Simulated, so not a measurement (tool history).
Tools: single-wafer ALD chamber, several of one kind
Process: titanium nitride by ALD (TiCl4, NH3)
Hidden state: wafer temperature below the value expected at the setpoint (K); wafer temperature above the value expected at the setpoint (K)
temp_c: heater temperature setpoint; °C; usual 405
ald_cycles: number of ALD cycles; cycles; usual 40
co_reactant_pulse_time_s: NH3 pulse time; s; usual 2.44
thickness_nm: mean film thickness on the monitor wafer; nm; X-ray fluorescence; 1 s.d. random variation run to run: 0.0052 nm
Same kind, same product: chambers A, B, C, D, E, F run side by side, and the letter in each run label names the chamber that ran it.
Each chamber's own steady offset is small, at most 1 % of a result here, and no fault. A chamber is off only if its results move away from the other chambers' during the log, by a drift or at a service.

| run | hour | temp_c | ald_cycles | co_reactant_pulse_time_s | hours since the last thermocouple change | read-back reference wafer on the same gauge, thickness_nm | thickness_nm |
|---|---|---|---|---|---|---|---|
| 1F | 12.3 | 405 | 40 | 2.44 | 2445.7 | 0.98219 | 0.87378 |
| 2C | 27.3 | 405 | 40 | 2.44 | 366.3 | 0.98091 | 0.88766 |
| 3D | 41.2 | 405 | 40 | 2.44 | 704 | 0.98054 | 0.88141 |
| 4B | 55.7 | 405 | 40 | 2.44 | 1297.9 | 0.98193 | 0.89641 |
| 5A | 64.4 | 405 | 40 | 2.44 | 2358.9 | 0.97946 | 0.89467 |
| 6E | 77.8 | 405 | 40 | 2.44 | 1440.1 | 0.98166 | 0.90285 |
| 7F | 93.3 | 405 | 40 | 2.44 | 2526.7 | 0.9805 | 0.88336 |
|  | 101.8 | chamber F: thermocouple changed; heater temperature recalibrated |
| 8E | 104.7 | 405 | 40 | 2.44 | 1467 | 0.9821 | 0.89124 |
|  | 115.4 | chamber A: thermocouple changed; heater temperature recalibrated |
| 9D | 116.7 | 405 | 40 | 2.44 | 779.5 | 0.98096 | 0.88002 |
| 10C | 133.1 | 405 | 40 | 2.44 | 472.1 | 0.98149 | 0.89884 |
| 11A | 148.5 | 405 | 40 | 2.44 | 33.1 | 0.98081 | 0.87591 |
| 12B | 157.5 | 405 | 33 | 2.96 | 1399.7 | 0.98024 | 0.74254 |
| 13D | 165.1 | 405 | 33 | 2.96 | 827.9 | 0.98127 | 0.73279 |
| 14E | 174.7 | 405 | 33 | 2.96 | 1537 | 0.98031 | 0.74077 |
| 15B | 185.1 | 405 | 33 | 2.96 | 1427.3 | 0.98075 | 0.75039 |
| 16F | 195.1 | 405 | 33 | 2.96 | 93.3 | 0.97942 | 0.73235 |
| 17A | 204.8 | 405 | 33 | 2.96 | 89.4 | 0.98079 | 0.73939 |
| 18C | 214.1 | 405 | 40 | 2.44 | 553.1 | 0.98111 | 0.88846 |
| 19E | 224.2 | 405 | 40 | 2.44 | 1586.5 | 0.98138 | 0.89645 |
| 20D | 235 | 405 | 40 | 2.44 | 897.8 | 0.98199 | 0.89031 |
| 21F | 245.1 | 405 | 40 | 2.44 | 143.3 | 0.98108 | 0.87753 |
| 22C | 258.8 | 405 | 40 | 2.44 | 597.8 | 0.98111 | 0.89908 |
| 23B | 268.9 | 405 | 40 | 2.44 | 1511.1 | 0.98015 | 0.89394 |
| 24A | 278.2 | 405 | 40 | 2.44 | 162.8 | 0.98145 | 0.89448 |
| 25F | 285.6 | 405 | 40 | 2.44 | 183.8 | 0.98073 | 0.88463 |
| 26B | 300.4 | 405 | 33 | 2.44 | 1542.6 | 0.98138 | 0.74411 |
| 27C | 314.9 | 405 | 33 | 2.44 | 653.9 | 0.9809 | 0.73727 |
| 28D | 329.5 | 405 | 33 | 2.44 | 992.3 | 0.9795 | 0.73356 |
|  | 335.8 | chamber E: thermocouple changed; heater temperature recalibrated |
| 29E | 338.1 | 405 | 33 | 2.44 | 2.3 | 0.97871 | 0.73144 |
| 30A | 354 | 405 | 33 | 2.44 | 238.6 | 0.98104 | 0.7279 |
| 31A | 368.1 | 405 | 33 | 2.44 | 252.7 | 0.98327 | 0.72477 |
| 32C | 375.9 | 405 | 40 | 2.44 | 714.9 | 0.98075 | 0.8962 |
| 33B | 391.3 | 405 | 40 | 2.44 | 1633.5 | 0.98117 | 0.89576 |
| 34D | 405 | 405 | 40 | 2.44 | 1067.8 | 0.98033 | 0.89296 |
| 35E | 417.3 | 405 | 35 | 2.44 | 81.5 | 0.98121 | 0.77538 |
| 36F | 427.6 | 405 | 35 | 2.44 | 325.8 | 0.98018 | 0.7687 |
| 37D | 442.5 | 405 | 35 | 2.44 | 1105.3 | 0.9823 | 0.78443 |
| 38A | 457.3 | 405 | 35 | 2.44 | 341.9 | 0.98264 | 0.77999 |
| 39E | 472.7 | 405 | 35 | 2.44 | 136.9 | 0.98149 | 0.78351 |
| 40F | 485.3 | 405 | 35 | 2.44 | 383.5 | 0.98021 | 0.76896 |

Is one chamber off against the others, does the gauge drift, or is nothing wrong? If a chamber is off, say which, and what the likeliest cause is.

All chambers stay in line apart from their small fixed offsets, and the gauge does not drift.

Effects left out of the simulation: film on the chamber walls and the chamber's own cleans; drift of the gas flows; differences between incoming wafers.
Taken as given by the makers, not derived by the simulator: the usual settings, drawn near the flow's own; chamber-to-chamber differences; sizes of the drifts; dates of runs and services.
